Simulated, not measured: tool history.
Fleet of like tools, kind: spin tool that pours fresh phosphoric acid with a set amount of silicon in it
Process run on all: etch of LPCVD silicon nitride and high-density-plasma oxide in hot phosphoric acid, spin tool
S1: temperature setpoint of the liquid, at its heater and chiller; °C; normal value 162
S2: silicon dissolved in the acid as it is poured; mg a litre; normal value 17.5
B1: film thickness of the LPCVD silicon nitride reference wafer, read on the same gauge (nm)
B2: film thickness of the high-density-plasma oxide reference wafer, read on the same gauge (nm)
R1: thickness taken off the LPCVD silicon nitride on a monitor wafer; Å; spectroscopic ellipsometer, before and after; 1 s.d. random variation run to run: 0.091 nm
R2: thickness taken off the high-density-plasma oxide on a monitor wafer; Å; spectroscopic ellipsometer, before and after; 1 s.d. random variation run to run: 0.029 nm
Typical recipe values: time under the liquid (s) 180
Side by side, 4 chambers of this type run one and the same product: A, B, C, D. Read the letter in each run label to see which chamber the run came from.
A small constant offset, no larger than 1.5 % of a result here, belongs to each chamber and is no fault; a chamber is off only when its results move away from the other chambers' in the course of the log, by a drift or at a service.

Run 1D, hour 5.9: usual settings; B1 140; B2 39.998. Result: R1 159.77 Å, R2 5.6286 Å.
Run 2A, hour 11.1: usual settings; B1 140.02; B2 40.001. Result: R1 159.91 Å, R2 5.73 Å.
Run 3C, hour 15.9: usual settings; B1 140; B2 39.988. Result: R1 158.37 Å, R2 5.5458 Å.
Run 4B, hour 23.3: usual settings; B1 140; B2 40.004. Result: R1 159.6 Å, R2 5.4042 Å.
Run 5D, hour 29.6: usual settings; B1 140; B2 39.995. Result: R1 159.01 Å, R2 5.9179 Å.
Run 6A, hour 34.4: usual settings but S2 12 mg a litre, time under the liquid (s) 250; B1 140.01; B2 40.026. Result: R1 224.58 Å, R2 8.4113 Å.
Run 7C, hour 40.3: usual settings but S2 12 mg a litre, time under the liquid (s) 250; B1 140.03; B2 40.01. Result: R1 223.03 Å, R2 8.764 Å.
Run 8B, hour 46.2: usual settings but S2 12 mg a litre, time under the liquid (s) 250; B1 140; B2 40.005. Result: R1 220.61 Å, R2 9.6527 Å.
Run 9A, hour 53.7: usual settings but S2 12 mg a litre, time under the liquid (s) 250; B1 139.99; B2 39.995. Result: R1 223.04 Å, R2 9.5374 Å.
Run 10D, hour 60: usual settings; B1 139.95; B2 40.009. Result: R1 158.34 Å, R2 5.5995 Å.
Run 11B, hour 66.6: usual settings; B1 139.96; B2 40.003. Result: R1 159.34 Å, R2 5.2817 Å.
Run 12C, hour 73.2: usual settings; B1 139.98; B2 40.026. Result: R1 160.37 Å, R2 5.7708 Å.
Run 13C, hour 77.8: usual settings; B1 140.01; B2 39.994. Result: R1 159.35 Å, R2 5.8406 Å.
Run 14A, hour 81.6: usual settings; B1 140.04; B2 39.958. Result: R1 161.43 Å, R2 5.9812 Å.
Run 15D, hour 88.8: usual settings but S2 12 mg a litre; B1 140.03; B2 40.022. Result: R1 158.87 Å, R2 6.9359 Å.
Run 16B, hour 96.6: usual settings but S2 12 mg a litre; B1 139.99; B2 40.007. Result: R1 159.33 Å, R2 6.809 Å.
Run 17C, hour 102.6: usual settings but S2 12 mg a litre; B1 140.01; B2 40.026. Result: R1 160.91 Å, R2 6.496 Å.
At hour 102.7: chamber A: thermometer replaced.
Run 18D, hour 108.5: usual settings but S2 12 mg a litre; B1 140.01; B2 39.99. Result: R1 158.94 Å, R2 6.2344 Å.
Run 19B, hour 112.8: usual settings; B1 140.02; B2 40.022. Result: R1 158.03 Å, R2 5.9363 Å.
Run 20A, hour 117.4: usual settings but S1 160.5 °C; B1 139.96; B2 39.971. Result: R1 154.17 Å, R2 5.316 Å.
Run 21D, hour 124.4: usual settings but S1 160.5 °C; B1 140.01; B2 40.003. Result: R1 149.75 Å, R2 4.9108 Å.
Run 22A, hour 128.7: usual settings but S1 160.5 °C; B1 139.99; B2 40.006. Result: R1 152.21 Å, R2 5.159 Å.
Run 23B, hour 134: usual settings but S1 160.5 °C; B1 140.01; B2 40.022. Result: R1 151.08 Å, R2 5.3568 Å.
Run 24C, hour 141.1: usual settings but S2 29.5 mg a litre, time under the liquid (s) 280; B1 140.02; B2 40.012. Result: R1 248.9 Å, R2 6.1516 Å.
Run 25D, hour 147.3: usual settings but S2 29.5 mg a litre, time under the liquid (s) 280; B1 140.02; B2 39.989. Result: R1 247.42 Å, R2 5.8874 Å.
Run 26C, hour 152.4: usual settings but S2 29.5 mg a litre, time under the liquid (s) 280; B1 140; B2 40.039. Result: R1 250.34 Å, R2 5.9612 Å.
Run 27B, hour 158.5: usual settings but S2 29.5 mg a litre, time under the liquid (s) 280; B1 139.99; B2 40.036. Result: R1 246.81 Å, R2 5.8745 Å.
Run 28A, hour 162.6: usual settings; B1 140.01; B2 39.983. Result: R1 160.4 Å, R2 5.2111 Å.
Run 29C, hour 169.3: usual settings; B1 139.99; B2 39.984. Result: R1 159.62 Å, R2 5.2013 Å.
Run 30B, hour 175.3: usual settings; B1 139.96; B2 39.989. Result: R1 160.04 Å, R2 5.6819 Å.

Next, all 4 chambers run the settings below, one line each with question marks for the results. What does each chamber give?
Run 31A, hour 180.9: usual settings. Result: R1 ?, R2 ?.
Run 31B, hour 180.9: usual settings. Result: R1 ?, R2 ?.
Run 31C, hour 180.9: usual settings. Result: R1 ?, R2 ?.
Run 31D, hour 180.9: usual settings. Result: R1 ?, R2 ?.

run      R1      R2
31A  161.11    5.86
31B  157.77  5.7997
31C   159.9  5.8934
31D  159.43  6.2575
